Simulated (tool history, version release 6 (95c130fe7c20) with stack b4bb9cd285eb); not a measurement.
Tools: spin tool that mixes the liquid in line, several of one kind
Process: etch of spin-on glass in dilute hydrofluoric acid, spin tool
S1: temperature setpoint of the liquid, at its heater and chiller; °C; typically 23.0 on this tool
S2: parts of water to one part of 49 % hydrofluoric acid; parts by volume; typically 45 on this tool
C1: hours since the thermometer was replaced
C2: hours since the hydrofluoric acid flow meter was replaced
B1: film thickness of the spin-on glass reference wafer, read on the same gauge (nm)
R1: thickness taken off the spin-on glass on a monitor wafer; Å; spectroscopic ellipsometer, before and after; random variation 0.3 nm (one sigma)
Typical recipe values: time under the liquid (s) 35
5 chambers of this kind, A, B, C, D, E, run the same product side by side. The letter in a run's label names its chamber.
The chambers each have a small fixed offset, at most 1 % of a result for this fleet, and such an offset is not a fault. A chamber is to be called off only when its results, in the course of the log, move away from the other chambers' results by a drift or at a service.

At hour 4.4: chamber E: thermometer replaced.
Run 1C, hour 14.3: usual settings; C1 856.8; C2 403.6; B1 70.014. Result: R1 451.36 Å.
Run 2D, hour 24.2: usual settings; C1 2158.9; C2 817.8; B1 69.986. Result: R1 445.94 Å.
Run 3B, hour 39.7: usual settings; C1 712.4; C2 1633.7; B1 69.996. Result: R1 453.80 Å.
Run 4A, hour 48.8: usual settings; C1 1974.4; C2 415.3; B1 70.036. Result: R1 450.98 Å.
Run 5E, hour 58.8: usual settings; C1 54.5; C2 492.3; B1 69.993. Result: R1 457.23 Å.
Run 6D, hour 68.4: usual settings but time under the liquid (s) 20; C1 2203.1; C2 862.0; B1 70.034. Result: R1 254.91 Å.
Run 7B, hour 79.8: usual settings but time under the liquid (s) 20; C1 752.5; C2 1673.8; B1 70.021. Result: R1 260.56 Å.
Run 8A, hour 89.6: usual settings but time under the liquid (s) 20; C1 2015.2; C2 456.1; B1 70.015. Result: R1 259.57 Å.
Run 9C, hour 103.3: usual settings but time under the liquid (s) 20; C1 945.8; C2 492.6; B1 70.008. Result: R1 258.58 Å.
Run 10E, hour 114.7: usual settings but time under the liquid (s) 20; C1 110.4; C2 548.2; B1 69.988. Result: R1 262.48 Å.
Run 11B, hour 126.4: usual settings but S2 35 parts by volume, time under the liquid (s) 40; C1 799.1; C2 1720.4; B1 69.997. Result: R1 684.41 Å.
Run 12C, hour 141.0: usual settings but S2 35 parts by volume, time under the liquid (s) 40; C1 983.5; C2 530.3; B1 69.972. Result: R1 678.98 Å.
Run 13D, hour 151.9: usual settings but S2 35 parts by volume, time under the liquid (s) 40; C1 2286.6; C2 945.5; B1 69.978. Result: R1 665.47 Å.
Run 14A, hour 161.1: usual settings but S2 35 parts by volume, time under the liquid (s) 40; C1 2086.7; C2 527.6; B1 69.999. Result: R1 668.06 Å.
Run 15E, hour 171.0: usual settings but S2 35 parts by volume, time under the liquid (s) 40; C1 166.7; C2 604.5; B1 69.995. Result: R1 680.43 Å.
At hour 179.9: chamber E: hydrofluoric acid flow meter replaced.
Run 16A, hour 184.6: usual settings; C1 2110.2; C2 551.1; B1 70.015. Result: R1 456.11 Å.
Run 17B, hour 193.9: usual settings but S2 40 parts by volume; C1 866.6; C2 1787.9; B1 70.014. Result: R1 512.76 Å.
Run 18D, hour 208.0: usual settings but S2 40 parts by volume; C1 2342.7; C2 1001.6; B1 70.016. Result: R1 507.12 Å.
Run 19C, hour 219.7: usual settings but S2 40 parts by volume; C1 1062.2; C2 609.0; B1 69.996. Result: R1 518.40 Å.
Run 20E, hour 232.4: usual settings but S2 40 parts by volume; C1 228.1; C2 52.6; B1 70.028. Result: R1 517.73 Å.
Run 21B, hour 240.6: usual settings but S2 40 parts by volume; C1 913.3; C2 1834.6; B1 69.995. Result: R1 519.50 Å.
Run 22D, hour 249.7: usual settings; C1 2384.4; C2 1043.3; B1 70.000. Result: R1 446.40 Å.
Run 23C, hour 265.2: usual settings; C1 1107.7; C2 654.5; B1 69.984. Result: R1 467.65 Å.
Run 24E, hour 277.1: usual settings; C1 272.8; C2 97.3; B1 69.979. Result: R1 455.43 Å.
Run 25A, hour 290.1: usual settings; C1 2215.7; C2 656.6; B1 69.999. Result: R1 452.54 Å.
Run 26A, hour 301.4: usual settings; C1 2227.0; C2 667.9; B1 69.996. Result: R1 449.15 Å.
Run 27D, hour 312.2: usual settings; C1 2446.9; C2 1105.8; B1 70.008. Result: R1 448.98 Å.
Run 28C, hour 319.1: usual settings; C1 1161.6; C2 708.4; B1 70.017. Result: R1 472.42 Å.
Run 29B, hour 327.4: usual settings; C1 1000.1; C2 1921.4; B1 70.016. Result: R1 454.37 Å.
Run 30E, hour 340.2: usual settings; C1 335.9; C2 160.4; B1 70.037. Result: R1 455.11 Å.
Run 31C, hour 353.0: usual settings; C1 1195.5; C2 742.3; B1 70.013. Result: R1 475.75 Å.
Run 32A, hour 364.1: usual settings; C1 2289.7; C2 730.6; B1 70.019. Result: R1 455.25 Å.
Run 33E, hour 376.9: usual settings; C1 372.6; C2 197.1; B1 70.003. Result: R1 459.05 Å.
Run 34D, hour 389.4: usual settings; C1 2524.1; C2 1183.0; B1 70.036. Result: R1 453.56 Å.
At hour 397.0: chamber B: hydrofluoric acid flow meter replaced.
Run 35B, hour 402.0: usual settings but S1 19.5 °C; C1 1074.7; C2 5.1; B1 70.014. Result: R1 395.42 Å.
Run 36A, hour 411.8: usual settings but S1 19.5 °C; C1 2337.4; C2 778.3; B1 70.005. Result: R1 393.56 Å.
Run 37E, hour 426.0: usual settings but S1 19.5 °C; C1 421.7; C2 246.2; B1 69.993. Result: R1 391.93 Å.
Run 38B, hour 436.7: usual settings but S1 19.5 °C; C1 1109.4; C2 39.8; B1 69.993. Result: R1 387.09 Å.
Run 39D, hour 445.4: usual settings but S1 19.5 °C; C1 2580.1; C2 1239.0; B1 70.005. Result: R1 383.57 Å.

Which is it: a chamber that has drifted or been left off by a service, a gauge drift common to all chambers, or only each chamber's usual small offset? If a chamber is off, name it and its likeliest cause.

One chamber, C, drifts off from the rest bit by bit.
Cause: hydrofluoric acid flow above the setpoint (%) = 7.64.
The log may not separate it from: liquid hotter than its thermometer reads (K).

Which of the 4 candidates below, each the usual settings with something changed and its results left as question marks, puts chamber C back in line with what the other chambers give on the usual settings?
To be in line, a result may differ from the other chambers' mean on the usual settings by at most: R1 11.00 Å
Run 40C-1, hour 456.5: usual settings but S2 40 parts by volume. Result: R1 ?.
Run 40C-2, hour 456.5: usual settings but S2 50 parts by volume. Result: R1 ?.
Run 40C-3, hour 456.5: usual settings but S1 21.5 °C. Result: R1 ?.
Run 40C-4, hour 456.5: usual settings but S1 24.5 °C. Result: R1 ?.

What the other chambers average on the usual settings: R1 452.24 Å
  run      R1
40C-1  548.69
40C-2  433.89
40C-3  455.37
40C-4  516.12
The answer is 40C-3, which returns the chamber to within the allowed miss of the others.

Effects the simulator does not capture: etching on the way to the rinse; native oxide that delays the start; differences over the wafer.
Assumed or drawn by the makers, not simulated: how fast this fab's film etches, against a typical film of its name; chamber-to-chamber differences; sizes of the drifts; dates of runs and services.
